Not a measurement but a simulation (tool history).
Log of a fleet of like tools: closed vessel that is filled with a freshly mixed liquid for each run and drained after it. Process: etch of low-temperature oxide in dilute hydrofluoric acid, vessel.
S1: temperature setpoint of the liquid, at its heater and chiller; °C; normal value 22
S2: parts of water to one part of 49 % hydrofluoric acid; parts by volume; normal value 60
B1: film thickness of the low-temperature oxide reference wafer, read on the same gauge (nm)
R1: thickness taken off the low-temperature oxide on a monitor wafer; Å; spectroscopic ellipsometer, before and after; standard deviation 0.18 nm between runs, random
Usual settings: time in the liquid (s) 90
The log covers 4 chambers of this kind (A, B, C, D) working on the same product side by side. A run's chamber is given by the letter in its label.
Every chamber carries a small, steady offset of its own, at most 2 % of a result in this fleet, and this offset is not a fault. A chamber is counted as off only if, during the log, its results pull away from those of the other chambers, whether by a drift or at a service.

run 1A hour=8 | S1=22 S2=60 time_in_the_liquid_(s)=90 | B1=39.978 | R1=180.44
run 2C hour=16.3 | S1=22 S2=60 time_in_the_liquid_(s)=90 | B1=39.971 | R1=175.95
run 3B hour=25.3 | S1=22 S2=60 time_in_the_liquid_(s)=90 | B1=40.056 | R1=181.82
run 4D hour=33.3 | S1=22 S2=60 time_in_the_liquid_(s)=90 | B1=39.99 | R1=184.73
run 5A hour=39.5 | S1=22 S2=60 time_in_the_liquid_(s)=90 | B1=40.052 | R1=182.36
run 6D hour=49.8 | S1=22 S2=60 time_in_the_liquid_(s)=90 | B1=40.003 | R1=182.95
run 7B hour=56.8 | S1=22 S2=60 time_in_the_liquid_(s)=90 | B1=39.951 | R1=183.8
run 8C hour=64.1 | S1=22 S2=60 time_in_the_liquid_(s)=90 | B1=39.98 | R1=175.45
run 9D hour=74.2 | S1=22 S2=60 time_in_the_liquid_(s)=90 | B1=39.987 | R1=182.92
run 10A hour=80.6 | S1=22 S2=60 time_in_the_liquid_(s)=90 | B1=40.032 | R1=178
run 11B hour=90.7 | S1=22 S2=60 time_in_the_liquid_(s)=90 | B1=39.993 | R1=179.68
-- hour=92.6 chamber B: hydrofluoric acid flow meter replaced
run 12C hour=99.3 | S1=22 S2=85 time_in_the_liquid_(s)=90 | B1=39.984 | R1=122.52
run 13A hour=110.2 | S1=22 S2=85 time_in_the_liquid_(s)=90 | B1=40.004 | R1=121.84
run 14D hour=119.5 | S1=22 S2=85 time_in_the_liquid_(s)=90 | B1=39.996 | R1=126.26
run 15B hour=130.7 | S1=22 S2=85 time_in_the_liquid_(s)=90 | B1=39.974 | R1=124.58
run 16C hour=141 | S1=22 S2=60 time_in_the_liquid_(s)=90 | B1=40.013 | R1=179.28
run 17B hour=147.2 | S1=22 S2=60 time_in_the_liquid_(s)=90 | B1=40.043 | R1=180.75
run 18A hour=154.8 | S1=22 S2=85 time_in_the_liquid_(s)=90 | B1=40 | R1=121.36
run 19D hour=163.8 | S1=22 S2=85 time_in_the_liquid_(s)=90 | B1=40.009 | R1=122.64
run 20C hour=173.6 | S1=22 S2=85 time_in_the_liquid_(s)=90 | B1=40.05 | R1=124.99
run 21D hour=182.4 | S1=22 S2=85 time_in_the_liquid_(s)=90 | B1=40.014 | R1=124.69
run 22A hour=191 | S1=18 S2=60 time_in_the_liquid_(s)=90 | B1=39.988 | R1=148.24
run 23B hour=198.5 | S1=18 S2=60 time_in_the_liquid_(s)=90 | B1=40.027 | R1=153.61
-- hour=209.4 chamber A: hydrofluoric acid flow meter replaced
run 24C hour=209.9 | S1=18 S2=60 time_in_the_liquid_(s)=90 | B1=40.023 | R1=151.66
run 25A hour=219.6 | S1=18 S2=60 time_in_the_liquid_(s)=90 | B1=40.018 | R1=148.26
run 26B hour=228.5 | S1=22 S2=60 time_in_the_liquid_(s)=90 | B1=39.994 | R1=182.25
run 27D hour=236.5 | S1=17 S2=40 time_in_the_liquid_(s)=90 | B1=39.99 | R1=223.01
run 28C hour=245.8 | S1=17 S2=40 time_in_the_liquid_(s)=90 | B1=39.999 | R1=217.16
run 29B hour=256.7 | S1=17 S2=40 time_in_the_liquid_(s)=90 | B1=40.032 | R1=223.58
run 30D hour=266.5 | S1=17 S2=40 time_in_the_liquid_(s)=90 | B1=39.979 | R1=224.76
run 31C hour=275.2 | S1=22 S2=60 time_in_the_liquid_(s)=90 | B1=39.986 | R1=177.6
run 32A hour=281.3 | S1=22 S2=60 time_in_the_liquid_(s)=90 | B1=40.002 | R1=172.75
run 33B hour=290.4 | S1=22 S2=60 time_in_the_liquid_(s)=90 | B1=39.994 | R1=182.99
run 34A hour=297.2 | S1=22 S2=60 time_in_the_liquid_(s)=90 | B1=39.969 | R1=173.05
run 35D hour=306.7 | S1=22 S2=60 time_in_the_liquid_(s)=90 | B1=39.996 | R1=182.01
run 36C hour=318.1 | S1=22 S2=60 time_in_the_liquid_(s)=90 | B1=40.014 | R1=181.23
-- hour=322 chamber C: hydrofluoric acid flow meter replaced
run 37A hour=325.4 | S1=22 S2=60 time_in_the_liquid_(s)=90 | B1=40.002 | R1=169.32
run 38B hour=330.8 | S1=22 S2=60 time_in_the_liquid_(s)=90 | B1=40.002 | R1=183.75
run 39C hour=335.9 | S1=22 S2=60 time_in_the_liquid_(s)=90 | B1=40.049 | R1=179.62
run 40D hour=340.9 | S1=22 S2=60 time_in_the_liquid_(s)=90 | B1=40.006 | R1=184.92

Predict what each chamber gives when all 4 of them run the settings below next.
run 41A hour=349.1 | S1=26 S2=60 time_in_the_liquid_(s)=90 | R1=?
run 41B hour=349.1 | S1=26 S2=60 time_in_the_liquid_(s)=90 | R1=?
run 41C hour=349.1 | S1=26 S2=60 time_in_the_liquid_(s)=90 | R1=?
run 41D hour=349.1 | S1=26 S2=60 time_in_the_liquid_(s)=90 | R1=?

run=41A R1=197.45
run=41B R1=216.58
run=41C R1=210.81
run=41D R1=213.04
